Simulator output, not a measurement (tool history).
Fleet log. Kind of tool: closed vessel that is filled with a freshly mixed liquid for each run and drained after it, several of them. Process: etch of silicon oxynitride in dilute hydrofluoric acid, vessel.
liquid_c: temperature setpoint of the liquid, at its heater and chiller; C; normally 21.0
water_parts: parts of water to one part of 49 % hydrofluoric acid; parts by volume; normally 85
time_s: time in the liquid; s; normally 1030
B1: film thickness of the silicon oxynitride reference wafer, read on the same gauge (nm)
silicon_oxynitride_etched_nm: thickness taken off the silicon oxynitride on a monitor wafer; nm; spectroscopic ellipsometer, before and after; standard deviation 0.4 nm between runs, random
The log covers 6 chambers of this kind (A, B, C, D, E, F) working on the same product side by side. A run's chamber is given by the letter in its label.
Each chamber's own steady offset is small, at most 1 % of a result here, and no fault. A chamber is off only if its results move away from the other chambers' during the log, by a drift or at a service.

At day 0.271: chamber A: hydrofluoric acid flow meter replaced.
Run 1E, day 0.379: usual settings; B1 80.021. Result: silicon_oxynitride_etched_nm 50.883 nm.
Run 2F, day 0.646: usual settings; B1 79.954. Result: silicon_oxynitride_etched_nm 50.714 nm.
Run 3B, day 0.996: usual settings; B1 80.011. Result: silicon_oxynitride_etched_nm 51.765 nm.
Run 4C, day 1.208: usual settings; B1 80.059. Result: silicon_oxynitride_etched_nm 51.268 nm.
Run 5A, day 1.433: usual settings; B1 79.945. Result: silicon_oxynitride_etched_nm 51.052 nm.
At day 1.508: chamber C: thermometer replaced.
Run 6D, day 1.767: usual settings; B1 80.003. Result: silicon_oxynitride_etched_nm 51.680 nm.
Run 7A, day 2.125: usual settings but water_parts 110 parts by volume; B1 80.002. Result: silicon_oxynitride_etched_nm 39.116 nm.
Run 8F, day 2.383: usual settings but water_parts 110 parts by volume; B1 79.976. Result: silicon_oxynitride_etched_nm 38.845 nm.
Run 9B, day 2.771: usual settings but water_parts 110 parts by volume; B1 80.002. Result: silicon_oxynitride_etched_nm 38.734 nm.
Run 10D, day 3.212: usual settings but water_parts 110 parts by volume; B1 79.961. Result: silicon_oxynitride_etched_nm 38.321 nm.
Run 11C, day 3.450: usual settings but water_parts 110 parts by volume; B1 80.078. Result: silicon_oxynitride_etched_nm 38.013 nm.
Run 12E, day 3.658: usual settings but water_parts 110 parts by volume; B1 79.984. Result: silicon_oxynitride_etched_nm 38.796 nm.
Run 13A, day 4.117: usual settings; B1 79.994. Result: silicon_oxynitride_etched_nm 50.873 nm.
Run 14F, day 4.462: usual settings; B1 80.013. Result: silicon_oxynitride_etched_nm 51.225 nm.
Run 15E, day 4.817: usual settings; B1 80.011. Result: silicon_oxynitride_etched_nm 50.332 nm.
Run 16C, day 5.046: usual settings; B1 79.998. Result: silicon_oxynitride_etched_nm 51.006 nm.
Run 17D, day 5.250: usual settings; B1 80.013. Result: silicon_oxynitride_etched_nm 51.030 nm.
Run 18B, day 5.579: usual settings; B1 79.973. Result: silicon_oxynitride_etched_nm 52.436 nm.
Run 19F, day 5.867: usual settings; B1 79.960. Result: silicon_oxynitride_etched_nm 51.037 nm.
Run 20E, day 6.204: usual settings but water_parts 110 parts by volume, time_s 1630 s; B1 79.997. Result: silicon_oxynitride_etched_nm 62.102 nm.
Run 21C, day 6.654: usual settings but water_parts 110 parts by volume, time_s 1630 s; B1 79.980. Result: silicon_oxynitride_etched_nm 61.768 nm.
Run 22D, day 6.988: usual settings but water_parts 110 parts by volume, time_s 1630 s; B1 79.955. Result: silicon_oxynitride_etched_nm 62.633 nm.
Run 23B, day 7.208: usual settings but water_parts 110 parts by volume, time_s 1630 s; B1 80.002. Result: silicon_oxynitride_etched_nm 61.261 nm.
Run 24A, day 7.462: usual settings but water_parts 110 parts by volume, time_s 1630 s; B1 79.987. Result: silicon_oxynitride_etched_nm 62.055 nm.
Run 25F, day 7.729: usual settings but water_parts 110 parts by volume, time_s 1630 s; B1 79.986. Result: silicon_oxynitride_etched_nm 60.604 nm.
Run 26A, day 7.929: usual settings; B1 80.009. Result: silicon_oxynitride_etched_nm 51.274 nm.
Run 27E, day 8.262: usual settings; B1 79.954. Result: silicon_oxynitride_etched_nm 53.070 nm.
At day 8.308: chamber D: thermometer replaced.
Run 28B, day 8.575: usual settings; B1 80.024. Result: silicon_oxynitride_etched_nm 52.413 nm.
Run 29D, day 8.925: usual settings; B1 79.996. Result: silicon_oxynitride_etched_nm 51.044 nm.
Run 30C, day 9.133: usual settings; B1 80.015. Result: silicon_oxynitride_etched_nm 50.803 nm.
Run 31B, day 9.504: usual settings; B1 80.006. Result: silicon_oxynitride_etched_nm 52.204 nm.
Run 32E, day 9.892: usual settings but liquid_c 23.5 C; B1 80.007. Result: silicon_oxynitride_etched_nm 60.569 nm.
Run 33A, day 10.100: usual settings but liquid_c 23.5 C; B1 79.987. Result: silicon_oxynitride_etched_nm 58.715 nm.
Run 34D, day 10.371: usual settings but liquid_c 23.5 C; B1 79.998. Result: silicon_oxynitride_etched_nm 56.825 nm.
Run 35C, day 10.788: usual settings but liquid_c 23.5 C; B1 80.022. Result: silicon_oxynitride_etched_nm 56.601 nm.
Run 36F, day 11.012: usual settings but liquid_c 23.5 C; B1 79.924. Result: silicon_oxynitride_etched_nm 57.779 nm.
Run 37C, day 11.396: usual settings but liquid_c 23.5 C; B1 80.015. Result: silicon_oxynitride_etched_nm 57.249 nm.
Run 38D, day 11.708: usual settings; B1 79.982. Result: silicon_oxynitride_etched_nm 50.714 nm.
Run 39A, day 12.083: usual settings; B1 79.969. Result: silicon_oxynitride_etched_nm 50.590 nm.
Run 40E, day 12.404: usual settings; B1 80.020. Result: silicon_oxynitride_etched_nm 55.403 nm.
Run 41B, day 12.846: usual settings; B1 80.049. Result: silicon_oxynitride_etched_nm 51.234 nm.
Run 42F, day 13.062: usual settings; B1 79.983. Result: silicon_oxynitride_etched_nm 51.444 nm.
Run 43E, day 13.417: usual settings; B1 79.992. Result: silicon_oxynitride_etched_nm 56.664 nm.

All chambers now run identical settings, listed one chamber a line with results as question marks. What results will each chamber show?
Run 44A, day 13.746: usual settings but time_s 1425 s. Result: silicon_oxynitride_etched_nm ?.
Run 44B, day 13.746: usual settings but time_s 1425 s. Result: silicon_oxynitride_etched_nm ?.
Run 44C, day 13.746: usual settings but time_s 1425 s. Result: silicon_oxynitride_etched_nm ?.
Run 44D, day 13.746: usual settings but time_s 1425 s. Result: silicon_oxynitride_etched_nm ?.
Run 44E, day 13.746: usual settings but time_s 1425 s. Result: silicon_oxynitride_etched_nm ?.
Run 44F, day 13.746: usual settings but time_s 1425 s. Result: silicon_oxynitride_etched_nm ?.

run  silicon_oxynitride_etched_nm
44A                        71.265
44B                        70.844
44C                        70.619
44D                        70.029
44E                        78.242
44F                        70.204
